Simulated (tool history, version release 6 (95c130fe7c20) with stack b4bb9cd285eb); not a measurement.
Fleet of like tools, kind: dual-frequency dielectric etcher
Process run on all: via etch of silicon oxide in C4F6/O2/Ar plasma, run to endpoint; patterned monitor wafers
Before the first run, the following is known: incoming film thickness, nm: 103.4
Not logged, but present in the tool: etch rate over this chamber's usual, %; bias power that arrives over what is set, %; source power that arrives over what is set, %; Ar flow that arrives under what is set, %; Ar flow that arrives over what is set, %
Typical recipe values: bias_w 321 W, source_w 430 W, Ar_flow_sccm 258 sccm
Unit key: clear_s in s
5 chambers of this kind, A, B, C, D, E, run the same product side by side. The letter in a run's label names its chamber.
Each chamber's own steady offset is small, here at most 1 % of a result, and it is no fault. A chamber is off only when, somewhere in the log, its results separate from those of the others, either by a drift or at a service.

run,hour,bias_w,source_w,Ar_flow_sccm,hours since the last wet clean,hours since the last bias power generator calibration,hours since the last source power generator calibration,hours since the last Ar flow controller change,clear_s
1B,6.2,321,430,258,263.2,1576.8,1739.3,3499,25.319
2C,12.7,321,430,258,354.1,455.7,1413.6,3137.8,25.474
3A,17.6,321,430,258,223.2,4112.3,3366.8,1536.4,25.722
4D,24.5,321,430,258,174.8,1448,2727.4,2313.2,25.762
5E,30.1,321,430,258,427.4,1077.7,2903.1,2688.6,25.355
6E,36.8,321,430,258,434.1,1084.4,2909.8,2695.3,25.543
7B,43.9,321,430,258,300.9,1614.5,1777,3536.7,25.27
8C,51,321,430,258,392.4,494,1451.9,3176.1,25.492
9A,57.3,321,430,258,262.9,4152,3406.5,1576.1,25.421
# hour 59.7: chamber C: wet clean of the chamber
10D,61.7,321,430,258,212,1485.2,2764.6,2350.4,25.685
11C,67.9,321,430,258,8.3,510.9,1468.8,3193,25.442
12B,72.2,321,430,258,329.2,1642.8,1805.3,3565,25.334
13E,77,321,430,258,474.3,1124.6,2950,2735.5,25.481
14A,81.8,373,430,258,287.4,4176.5,3431,1600.6,24.329
15D,87.7,373,430,258,238,1511.2,2790.6,2376.4,24.324
16C,93.5,373,430,258,33.9,536.5,1494.4,3218.6,24.056
17B,97.2,373,430,258,354.2,1667.8,1830.3,3590,23.859
18A,104,373,430,258,309.6,4198.7,3453.2,1622.8,24.277
19D,107.4,381,430,258,257.7,1530.9,2810.3,2396.1,24.139
20E,111.5,381,430,258,508.8,1159.1,2984.5,2770,23.82
21B,117.3,381,430,258,374.3,1687.9,1850.4,3610.1,23.419
22C,120.8,381,430,258,61.2,563.8,1521.7,3245.9,23.987
23A,124.6,381,430,258,330.2,4219.3,3473.8,1643.4,24.035
24D,128.7,321,430,258,279,1552.2,2831.6,2417.4,25.603
25E,132,321,430,258,529.3,1179.6,3005,2790.5,25.47
26C,135.8,321,430,258,76.2,578.8,1536.7,3260.9,25.359
27D,140.6,321,430,310,290.9,1564.1,2843.5,2429.3,26.293
28A,144.9,321,430,310,350.5,4239.6,3494.1,1663.7,26.244
29B,150.1,321,430,310,407.1,1720.7,1883.2,3642.9,25.129
30E,154,321,430,310,551.3,1201.6,3027,2812.5,25.783
31A,159.7,321,430,310,365.3,4254.4,3508.9,1678.5,26.305
32D,163.6,251,370,258,313.9,1587.1,2866.5,2452.3,29.526
33C,167.6,251,370,258,108,610.6,1568.5,3292.7,29.518
34B,171.9,251,370,258,428.9,1742.5,1905,3664.7,28.425

Next, all 5 chambers run the settings below, one line each with question marks for the results. What does each chamber give?
35A,177,246,430,258,,,,,?
35B,177,246,430,258,,,,,?
35C,177,246,430,258,,,,,?
35D,177,246,430,258,,,,,?
35E,177,246,430,258,,,,,?

run,clear_s
35A,28.164
35B,26.81
35C,27.913
35D,28.136
35E,27.682
